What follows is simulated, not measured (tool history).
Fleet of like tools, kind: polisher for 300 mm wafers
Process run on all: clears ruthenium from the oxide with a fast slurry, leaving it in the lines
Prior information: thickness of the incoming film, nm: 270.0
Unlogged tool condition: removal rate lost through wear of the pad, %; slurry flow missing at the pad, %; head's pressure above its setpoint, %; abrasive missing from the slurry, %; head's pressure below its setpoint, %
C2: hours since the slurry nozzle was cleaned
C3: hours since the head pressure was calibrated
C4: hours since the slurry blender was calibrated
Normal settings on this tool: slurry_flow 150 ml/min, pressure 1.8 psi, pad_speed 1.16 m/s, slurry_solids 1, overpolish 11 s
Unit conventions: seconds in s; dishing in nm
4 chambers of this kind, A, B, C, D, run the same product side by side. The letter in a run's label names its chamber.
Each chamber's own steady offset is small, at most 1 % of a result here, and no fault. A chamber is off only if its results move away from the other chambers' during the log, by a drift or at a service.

{"hour": 0.1, "done": "chamber A: slurry blender recalibrated"}
{"run": "1A", "hour": 15.9, "slurry_flow": 150, "pressure": 1.8, "pad_speed": 1.16, "slurry_solids": 1, "overpolish": 11, "wafers polished on this pad": 317, "C2": 345.3, "C3": 352.9, "C4": 15.8, "seconds": 98.607, "dishing": 24.997}
{"hour": 16.8, "done": "chamber C: slurry blender recalibrated"}
{"hour": 17.6, "done": "chamber D: worn pad replaced by a new one"}
{"run": "2B", "hour": 32.2, "slurry_flow": 150, "pressure": 1.8, "pad_speed": 1.16, "slurry_solids": 1, "overpolish": 11, "wafers polished on this pad": 1540, "C2": 385.2, "C3": 508, "C4": 119.3, "seconds": 97.489, "dishing": 25.084}
{"hour": 33.7, "done": "chamber B: worn pad replaced by a new one"}
{"run": "3D", "hour": 40.0, "slurry_flow": 150, "pressure": 1.8, "pad_speed": 1.16, "slurry_solids": 1, "overpolish": 11, "wafers polished on this pad": 238, "C2": 734.2, "C3": 119.4, "C4": 54.9, "seconds": 97.05, "dishing": 25.031}
{"hour": 44.2, "done": "chamber C: worn pad replaced by a new one"}
{"run": "4C", "hour": 50.3, "slurry_flow": 150, "pressure": 1.8, "pad_speed": 1.16, "slurry_solids": 1, "overpolish": 11, "wafers polished on this pad": 65, "C2": 604.2, "C3": 255.4, "C4": 33.5, "seconds": 99.086, "dishing": 24.515}
{"run": "5B", "hour": 59.9, "slurry_flow": 150, "pressure": 1.8, "pad_speed": 1.16, "slurry_solids": 1, "overpolish": 11, "wafers polished on this pad": 279, "C2": 412.9, "C3": 535.7, "C4": 147, "seconds": 100.71, "dishing": 24.999}
{"run": "6C", "hour": 71.1, "slurry_flow": 150, "pressure": 1.8, "pad_speed": 1.16, "slurry_solids": 1, "overpolish": 11, "wafers polished on this pad": 287, "C2": 625, "C3": 276.2, "C4": 54.3, "seconds": 100.69, "dishing": 25.187}
{"hour": 78.5, "done": "chamber A: worn pad replaced by a new one"}
{"hour": 80.8, "done": "chamber D: worn pad replaced by a new one"}
{"run": "7A", "hour": 81.8, "slurry_flow": 150, "pressure": 1.8, "pad_speed": 1.16, "slurry_solids": 1, "overpolish": 11, "wafers polished on this pad": 35, "C2": 411.2, "C3": 418.8, "C4": 81.7, "seconds": 100.59, "dishing": 24.456}
{"run": "8D", "hour": 91.0, "slurry_flow": 150, "pressure": 1.8, "pad_speed": 1.16, "slurry_solids": 1, "overpolish": 11, "wafers polished on this pad": 109, "C2": 785.2, "C3": 170.4, "C4": 105.9, "seconds": 100, "dishing": 23.801}
{"hour": 92.9, "done": "chamber D: slurry nozzle cleaned"}
{"run": "9A", "hour": 102.8, "slurry_flow": 150, "pressure": 1.8, "pad_speed": 0.88, "slurry_solids": 1.1, "overpolish": 11, "wafers polished on this pad": 259, "C2": 432.2, "C3": 439.8, "C4": 102.7, "seconds": 124.96, "dishing": 19.78}
{"hour": 104.7, "done": "chamber C: slurry nozzle cleaned"}
{"run": "10D", "hour": 117.4, "slurry_flow": 150, "pressure": 1.8, "pad_speed": 0.88, "slurry_solids": 1.1, "overpolish": 11, "wafers polished on this pad": 390, "C2": 24.5, "C3": 196.8, "C4": 132.3, "seconds": 126.84, "dishing": 19.86}
{"hour": 118.7, "done": "chamber C: worn pad replaced by a new one"}
{"run": "11C", "hour": 130.1, "slurry_flow": 150, "pressure": 1.8, "pad_speed": 0.88, "slurry_solids": 1.1, "overpolish": 11, "wafers polished on this pad": 121, "C2": 25.5, "C3": 335.2, "C4": 113.3, "seconds": 125.31, "dishing": 20.331}
{"run": "12B", "hour": 137.6, "slurry_flow": 150, "pressure": 1.8, "pad_speed": 0.88, "slurry_solids": 1.1, "overpolish": 11, "wafers polished on this pad": 1107, "C2": 490.6, "C3": 613.4, "C4": 224.7, "seconds": 122.81, "dishing": 20.275}
{"hour": 146.5, "done": "chamber D: worn pad replaced by a new one"}
{"run": "13D", "hour": 153.8, "slurry_flow": 150, "pressure": 1.8, "pad_speed": 1.16, "slurry_solids": 1, "overpolish": 11, "wafers polished on this pad": 78, "C2": 60.9, "C3": 233.2, "C4": 168.7, "seconds": 98.721, "dishing": 23.952}
{"hour": 154.1, "done": "chamber B: worn pad replaced by a new one"}
{"hour": 160.8, "done": "chamber B: slurry blender recalibrated"}
{"run": "14B", "hour": 161.6, "slurry_flow": 150, "pressure": 1.8, "pad_speed": 1.52, "slurry_solids": 1, "overpolish": 11, "wafers polished on this pad": 80, "C2": 514.6, "C3": 637.4, "C4": 0.8, "seconds": 76.094, "dishing": 31.385}
{"run": "15A", "hour": 169.3, "slurry_flow": 150, "pressure": 1.8, "pad_speed": 1.52, "slurry_solids": 1, "overpolish": 11, "wafers polished on this pad": 968, "C2": 498.7, "C3": 506.3, "C4": 169.2, "seconds": 75.826, "dishing": 31.198}
{"hour": 171.7, "done": "chamber A: worn pad replaced by a new one"}
{"hour": 177.0, "done": "chamber B: slurry nozzle cleaned"}
{"run": "16C", "hour": 181.3, "slurry_flow": 150, "pressure": 1.8, "pad_speed": 1.52, "slurry_solids": 1, "overpolish": 11, "wafers polished on this pad": 667, "C2": 76.7, "C3": 386.4, "C4": 164.5, "seconds": 74.922, "dishing": 31.636}
{"hour": 190.6, "done": "chamber C: worn pad replaced by a new one"}
{"run": "17B", "hour": 196.9, "slurry_flow": 150, "pressure": 1.8, "pad_speed": 1.52, "slurry_solids": 1, "overpolish": 11, "wafers polished on this pad": 456, "C2": 20, "C3": 672.7, "C4": 36.1, "seconds": 76.181, "dishing": 30.386}
{"hour": 201.2, "done": "chamber D: worn pad replaced by a new one"}
{"run": "18A", "hour": 213.4, "slurry_flow": 150, "pressure": 1.8, "pad_speed": 1.16, "slurry_solids": 1, "overpolish": 11, "wafers polished on this pad": 445, "C2": 542.8, "C3": 550.4, "C4": 213.3, "seconds": 100.3, "dishing": 24.871}
{"run": "19C", "hour": 221.7, "slurry_flow": 150, "pressure": 1.8, "pad_speed": 1.16, "slurry_solids": 1, "overpolish": 11, "wafers polished on this pad": 332, "C2": 117.1, "C3": 426.8, "C4": 204.9, "seconds": 99.793, "dishing": 24.757}
{"run": "20D", "hour": 232.8, "slurry_flow": 150, "pressure": 1.8, "pad_speed": 1.16, "slurry_solids": 1, "overpolish": 11, "wafers polished on this pad": 336, "C2": 139.9, "C3": 312.2, "C4": 247.7, "seconds": 99.957, "dishing": 23.205}
{"hour": 246.3, "done": "chamber A: slurry blender recalibrated"}
{"hour": 247.6, "done": "chamber A: worn pad replaced by a new one"}
{"run": "21B", "hour": 248.5, "slurry_flow": 150, "pressure": 2.4, "pad_speed": 1.16, "slurry_solids": 1, "overpolish": 11, "wafers polished on this pad": 1006, "C2": 71.6, "C3": 724.3, "C4": 87.7, "seconds": 73.118, "dishing": 33.092}
{"hour": 255.7, "done": "chamber D: worn pad replaced by a new one"}
{"run": "22A", "hour": 262.1, "slurry_flow": 150, "pressure": 2.4, "pad_speed": 1.16, "slurry_solids": 1, "overpolish": 11, "wafers polished on this pad": 155, "C2": 591.5, "C3": 599.1, "C4": 15.8, "seconds": 74.904, "dishing": 30.641}
{"hour": 265.5, "done": "chamber C: worn pad replaced by a new one"}
{"hour": 271.2, "done": "chamber D: slurry blender recalibrated"}
{"run": "23C", "hour": 272.4, "slurry_flow": 150, "pressure": 2.4, "pad_speed": 1.16, "slurry_solids": 1, "overpolish": 11, "wafers polished on this pad": 74, "C2": 167.8, "C3": 477.5, "C4": 255.6, "seconds": 72.29, "dishing": 32.145}
{"run": "24D", "hour": 282.1, "slurry_flow": 150, "pressure": 2.4, "pad_speed": 1.16, "slurry_solids": 1, "overpolish": 11, "wafers polished on this pad": 281, "C2": 189.2, "C3": 361.5, "C4": 11, "seconds": 72.702, "dishing": 30.984}
{"run": "25C", "hour": 292.1, "slurry_flow": 150, "pressure": 1.8, "pad_speed": 1.16, "slurry_solids": 1, "overpolish": 11, "wafers polished on this pad": 284, "C2": 187.5, "C3": 497.2, "C4": 275.3, "seconds": 101.81, "dishing": 24.411}

Is one chamber off against the others, does the gauge drift, or is nothing wrong? If a chamber is off, say which, and what the likeliest cause is.

Neither any chamber nor the gauge drifts; the chambers differ only by their own small, steady offsets.
